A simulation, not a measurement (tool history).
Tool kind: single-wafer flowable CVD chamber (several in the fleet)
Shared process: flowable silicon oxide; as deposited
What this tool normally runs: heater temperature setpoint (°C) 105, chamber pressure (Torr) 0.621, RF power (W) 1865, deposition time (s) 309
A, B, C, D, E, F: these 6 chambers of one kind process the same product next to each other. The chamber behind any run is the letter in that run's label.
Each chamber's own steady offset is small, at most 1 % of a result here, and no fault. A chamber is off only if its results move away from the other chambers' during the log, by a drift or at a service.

| run | hour | heater temperature setpoint (°C) | chamber pressure (Torr) | RF power (W) | deposition time (s) | read-back reference wafer on the same gauge, thickness_nm | mean film thickness on the monitor wafer (angstrom) |
|---|---|---|---|---|---|---|---|
| 1C | 5.5 | 105 | 0.621 | 1865 | 309 | 125.02 | 1119.9 |
| 2A | 13.3 | 105 | 0.621 | 1865 | 309 | 125.11 | 1106.8 |
| 3E | 18.7 | 105 | 0.621 | 1865 | 309 | 124.95 | 1111.2 |
| 4D | 22.2 | 105 | 0.621 | 1865 | 309 | 125.13 | 1107.2 |
| 5B | 26.5 | 105 | 0.621 | 1865 | 309 | 125 | 1116.9 |
| 6F | 30.1 | 105 | 0.621 | 1865 | 309 | 124.91 | 1102.7 |
| 7A | 34.3 | 105 | 0.621 | 1865 | 309 | 124.99 | 1114.8 |
| 8C | 40 | 105 | 0.621 | 1865 | 309 | 125.15 | 1118.3 |
| 9B | 45.2 | 105 | 0.621 | 1865 | 309 | 125.08 | 1121.4 |
| 10D | 51.7 | 105 | 0.621 | 1865 | 309 | 124.97 | 1114.1 |
| 11E | 58.4 | 114 | 0.621 | 1865 | 309 | 125.03 | 831.82 |
| 12F | 61.9 | 114 | 0.621 | 1865 | 309 | 124.99 | 828.92 |
| 13D | 66.7 | 114 | 0.621 | 1865 | 309 | 124.91 | 835.13 |
| 14F | 71.2 | 114 | 0.621 | 1865 | 309 | 124.94 | 833.03 |
| 15B | 76.2 | 114 | 0.621 | 1865 | 309 | 124.88 | 834.27 |
| 16A | 82 | 114 | 0.621 | 1865 | 309 | 125.09 | 835.81 |
| 17E | 88.3 | 105 | 0.621 | 1865 | 309 | 124.86 | 1106.2 |
| 18C | 93.3 | 105 | 0.621 | 1865 | 309 | 124.98 | 1122.6 |
|  | 96.7 | chamber D: thermocouple changed; heater temperature recalibrated |
| 19B | 98.1 | 105 | 0.621 | 1865 | 309 | 124.96 | 1114.8 |
| 20D | 103.9 | 105 | 0.621 | 1605 | 309 | 124.98 | 1062.2 |
| 21E | 111.9 | 105 | 0.621 | 1605 | 309 | 124.97 | 1070.3 |
| 22F | 117.2 | 105 | 0.621 | 1605 | 309 | 124.92 | 1056.1 |
| 23A | 122.8 | 105 | 0.621 | 1605 | 309 | 125.08 | 1050.7 |
| 24C | 128.8 | 105 | 0.621 | 1605 | 309 | 124.96 | 1077.6 |
| 25F | 132.8 | 105 | 0.621 | 1605 | 309 | 125.11 | 1074.3 |
| 26D | 140.2 | 105 | 0.621 | 1865 | 309 | 125.04 | 1105.6 |
| 27B | 146.6 | 105 | 0.755 | 1865 | 309 | 124.99 | 1442 |
| 28E | 152.1 | 105 | 0.755 | 1865 | 309 | 125.14 | 1449.6 |
| 29A | 156.5 | 105 | 0.755 | 1865 | 309 | 124.82 | 1424.4 |
| 30C | 163.3 | 105 | 0.755 | 1865 | 309 | 125.05 | 1454.1 |
| 31C | 168.6 | 105 | 0.755 | 1865 | 309 | 124.95 | 1456.7 |
| 32A | 174.7 | 105 | 0.755 | 1865 | 309 | 125.01 | 1417.8 |
| 33F | 178.5 | 105 | 0.621 | 1865 | 309 | 124.95 | 1105.6 |
| 34E | 185.2 | 105 | 0.621 | 1865 | 309 | 125.09 | 1117.7 |
| 35B | 189.9 | 105 | 0.621 | 1865 | 309 | 125.12 | 1117.8 |
| 36D | 197.4 | 105 | 0.621 | 1865 | 309 | 125.02 | 1103.4 |

Each of the 6 chambers runs these same settings next. Fill in every chamber's results:
| 37A | 203.1 | 105 | 0.621 | 1865 | 309 |  | ? |
| 37B | 203.1 | 105 | 0.621 | 1865 | 309 |  | ? |
| 37C | 203.1 | 105 | 0.621 | 1865 | 309 |  | ? |
| 37D | 203.1 | 105 | 0.621 | 1865 | 309 |  | ? |
| 37E | 203.1 | 105 | 0.621 | 1865 | 309 |  | ? |
| 37F | 203.1 | 105 | 0.621 | 1865 | 309 |  | ? |

| run | mean film thickness on the monitor wafer (angstrom) |
|---|---|
| 37A | 1062.6 |
| 37B | 1115 |
| 37C | 1113.6 |
| 37D | 1111 |
| 37E | 1109.5 |
| 37F | 1111.4 |
